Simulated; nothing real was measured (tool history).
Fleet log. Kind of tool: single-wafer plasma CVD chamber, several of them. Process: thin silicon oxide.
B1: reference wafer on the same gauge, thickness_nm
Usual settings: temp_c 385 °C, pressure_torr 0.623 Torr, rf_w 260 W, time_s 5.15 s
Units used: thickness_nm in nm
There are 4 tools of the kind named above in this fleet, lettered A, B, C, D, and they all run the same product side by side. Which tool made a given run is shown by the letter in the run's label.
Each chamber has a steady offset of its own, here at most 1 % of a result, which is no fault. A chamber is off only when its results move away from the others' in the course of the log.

{"run": "1C", "hour": 7.7, "temp_c": 385, "pressure_torr": 0.623, "rf_w": 260, "time_s": 5.15, "B1": 6.5728, "thickness_nm": 7.0138}
{"run": "2B", "hour": 12.2, "temp_c": 385, "pressure_torr": 0.623, "rf_w": 260, "time_s": 5.15, "B1": 6.5745, "thickness_nm": 6.9868}
{"run": "3D", "hour": 16.2, "temp_c": 385, "pressure_torr": 0.623, "rf_w": 260, "time_s": 5.15, "B1": 6.5673, "thickness_nm": 6.9696}
{"run": "4A", "hour": 20.4, "temp_c": 385, "pressure_torr": 0.623, "rf_w": 260, "time_s": 5.15, "B1": 6.564, "thickness_nm": 6.9069}
{"run": "5D", "hour": 25.2, "temp_c": 385, "pressure_torr": 0.623, "rf_w": 260, "time_s": 5.15, "B1": 6.5697, "thickness_nm": 7.0096}
{"run": "6B", "hour": 30.8, "temp_c": 385, "pressure_torr": 0.623, "rf_w": 260, "time_s": 5.15, "B1": 6.5733, "thickness_nm": 7.0315}
{"run": "7A", "hour": 36.7, "temp_c": 385, "pressure_torr": 0.623, "rf_w": 260, "time_s": 5.15, "B1": 6.5776, "thickness_nm": 6.8764}
{"run": "8C", "hour": 42.7, "temp_c": 385, "pressure_torr": 0.623, "rf_w": 260, "time_s": 5.15, "B1": 6.5761, "thickness_nm": 6.9819}
{"run": "9C", "hour": 48.9, "temp_c": 385, "pressure_torr": 0.623, "rf_w": 260, "time_s": 5.15, "B1": 6.5712, "thickness_nm": 6.9802}
{"run": "10D", "hour": 55.9, "temp_c": 385, "pressure_torr": 0.623, "rf_w": 260, "time_s": 5.15, "B1": 6.5742, "thickness_nm": 6.9667}
{"run": "11B", "hour": 59.6, "temp_c": 385, "pressure_torr": 0.623, "rf_w": 260, "time_s": 5.15, "B1": 6.5732, "thickness_nm": 6.9943}
{"run": "12A", "hour": 67.0, "temp_c": 385, "pressure_torr": 0.623, "rf_w": 260, "time_s": 5.15, "B1": 6.5781, "thickness_nm": 6.8505}
{"run": "13C", "hour": 73.8, "temp_c": 385, "pressure_torr": 0.623, "rf_w": 260, "time_s": 5.15, "B1": 6.572, "thickness_nm": 6.9575}
{"run": "14B", "hour": 78.5, "temp_c": 385, "pressure_torr": 0.623, "rf_w": 260, "time_s": 5.15, "B1": 6.5685, "thickness_nm": 6.9829}
{"run": "15D", "hour": 84.9, "temp_c": 385, "pressure_torr": 0.623, "rf_w": 260, "time_s": 4.47, "B1": 6.5727, "thickness_nm": 6.0779}
{"run": "16A", "hour": 90.7, "temp_c": 385, "pressure_torr": 0.623, "rf_w": 260, "time_s": 4.47, "B1": 6.5682, "thickness_nm": 5.9985}
{"run": "17C", "hour": 96.3, "temp_c": 385, "pressure_torr": 0.623, "rf_w": 260, "time_s": 4.47, "B1": 6.5627, "thickness_nm": 6.0669}
{"run": "18D", "hour": 103.0, "temp_c": 385, "pressure_torr": 0.623, "rf_w": 260, "time_s": 4.47, "B1": 6.5734, "thickness_nm": 6.0278}
{"hour": 109.8, "done": "chamber D: capacitance manometer re-zeroed and calibrated"}
{"run": "19A", "hour": 110.1, "temp_c": 385, "pressure_torr": 0.623, "rf_w": 260, "time_s": 5.15, "B1": 6.569, "thickness_nm": 6.9579}
{"run": "20B", "hour": 115.7, "temp_c": 385, "pressure_torr": 0.623, "rf_w": 260, "time_s": 5.15, "B1": 6.5591, "thickness_nm": 6.9468}
{"run": "21C", "hour": 122.8, "temp_c": 385, "pressure_torr": 0.623, "rf_w": 260, "time_s": 5.15, "B1": 6.5696, "thickness_nm": 6.9945}
{"run": "22D", "hour": 130.3, "temp_c": 385, "pressure_torr": 0.623, "rf_w": 260, "time_s": 5.15, "B1": 6.5684, "thickness_nm": 7.3276}
{"run": "23B", "hour": 135.5, "temp_c": 385, "pressure_torr": 0.623, "rf_w": 260, "time_s": 5.15, "B1": 6.5656, "thickness_nm": 6.9644}
{"hour": 136.6, "done": "chamber A: RF generator calibrated"}
{"run": "24A", "hour": 141.4, "temp_c": 385, "pressure_torr": 0.623, "rf_w": 260, "time_s": 5.15, "B1": 6.5783, "thickness_nm": 6.9524}
{"run": "25B", "hour": 146.4, "temp_c": 385, "pressure_torr": 0.623, "rf_w": 260, "time_s": 5.15, "B1": 6.5605, "thickness_nm": 7.0281}
{"run": "26C", "hour": 154.0, "temp_c": 385, "pressure_torr": 0.623, "rf_w": 260, "time_s": 5.15, "B1": 6.5716, "thickness_nm": 7.0107}
{"run": "27D", "hour": 160.0, "temp_c": 385, "pressure_torr": 0.623, "rf_w": 260, "time_s": 5.15, "B1": 6.5701, "thickness_nm": 7.3486}
{"run": "28A", "hour": 166.9, "temp_c": 385, "pressure_torr": 0.623, "rf_w": 260, "time_s": 5.15, "B1": 6.5634, "thickness_nm": 6.9519}
{"run": "29A", "hour": 171.6, "temp_c": 385, "pressure_torr": 0.623, "rf_w": 260, "time_s": 5.15, "B1": 6.5776, "thickness_nm": 6.9501}
{"run": "30C", "hour": 175.2, "temp_c": 385, "pressure_torr": 0.623, "rf_w": 260, "time_s": 5.15, "B1": 6.5718, "thickness_nm": 7.0153}
{"run": "31B", "hour": 182.2, "temp_c": 385, "pressure_torr": 0.623, "rf_w": 260, "time_s": 5.15, "B1": 6.5799, "thickness_nm": 6.9733}
{"run": "32D", "hour": 187.1, "temp_c": 385, "pressure_torr": 0.623, "rf_w": 260, "time_s": 4.71, "B1": 6.5705, "thickness_nm": 6.6628}
{"run": "33C", "hour": 190.6, "temp_c": 385, "pressure_torr": 0.623, "rf_w": 260, "time_s": 4.71, "B1": 6.5765, "thickness_nm": 6.3704}
{"run": "34A", "hour": 197.9, "temp_c": 385, "pressure_torr": 0.623, "rf_w": 260, "time_s": 4.71, "B1": 6.5614, "thickness_nm": 6.3971}
{"run": "35D", "hour": 205.2, "temp_c": 385, "pressure_torr": 0.623, "rf_w": 260, "time_s": 4.71, "B1": 6.5598, "thickness_nm": 6.6586}

Does one chamber stand apart from the rest, does the shared gauge drift, or is all well apart from small per-chamber offsets? Give the chamber and the most likely cause, where there is one.

After it was serviced, chamber D no longer matches the other chambers.
Likeliest cause: true pressure above the setpoint (%) = 4.

Here are 4 candidates for chamber D's next run, each the usual settings with a change, their results left as question marks. Which one brings its results back in line with what the others give on the usual settings?
In line here means within this much of the mean the other chambers give on the usual settings: thickness_nm 0.12 nm
{"run": "36D-1", "hour": 210.8, "temp_c": 385, "pressure_torr": 0.607, "rf_w": 260, "time_s": 5.07, "thickness_nm": "?"}
{"run": "36D-2", "hour": 210.8, "temp_c": 385, "pressure_torr": 0.623, "rf_w": 260, "time_s": 5.08, "thickness_nm": "?"}
{"run": "36D-3", "hour": 210.8, "temp_c": 385, "pressure_torr": 0.638, "rf_w": 260, "time_s": 5.22, "thickness_nm": "?"}
{"run": "36D-4", "hour": 210.8, "temp_c": 385, "pressure_torr": 0.628, "rf_w": 260, "time_s": 5.17, "thickness_nm": "?"}

The mean the other chambers reach with the usual settings: thickness_nm 6.9793 nm
run=36D-1 thickness_nm=6.979
run=36D-2 thickness_nm=7.1927
run=36D-3 thickness_nm=7.5837
run=36D-4 thickness_nm=7.3837
36D-1 puts the chamber back in line with the other chambers.

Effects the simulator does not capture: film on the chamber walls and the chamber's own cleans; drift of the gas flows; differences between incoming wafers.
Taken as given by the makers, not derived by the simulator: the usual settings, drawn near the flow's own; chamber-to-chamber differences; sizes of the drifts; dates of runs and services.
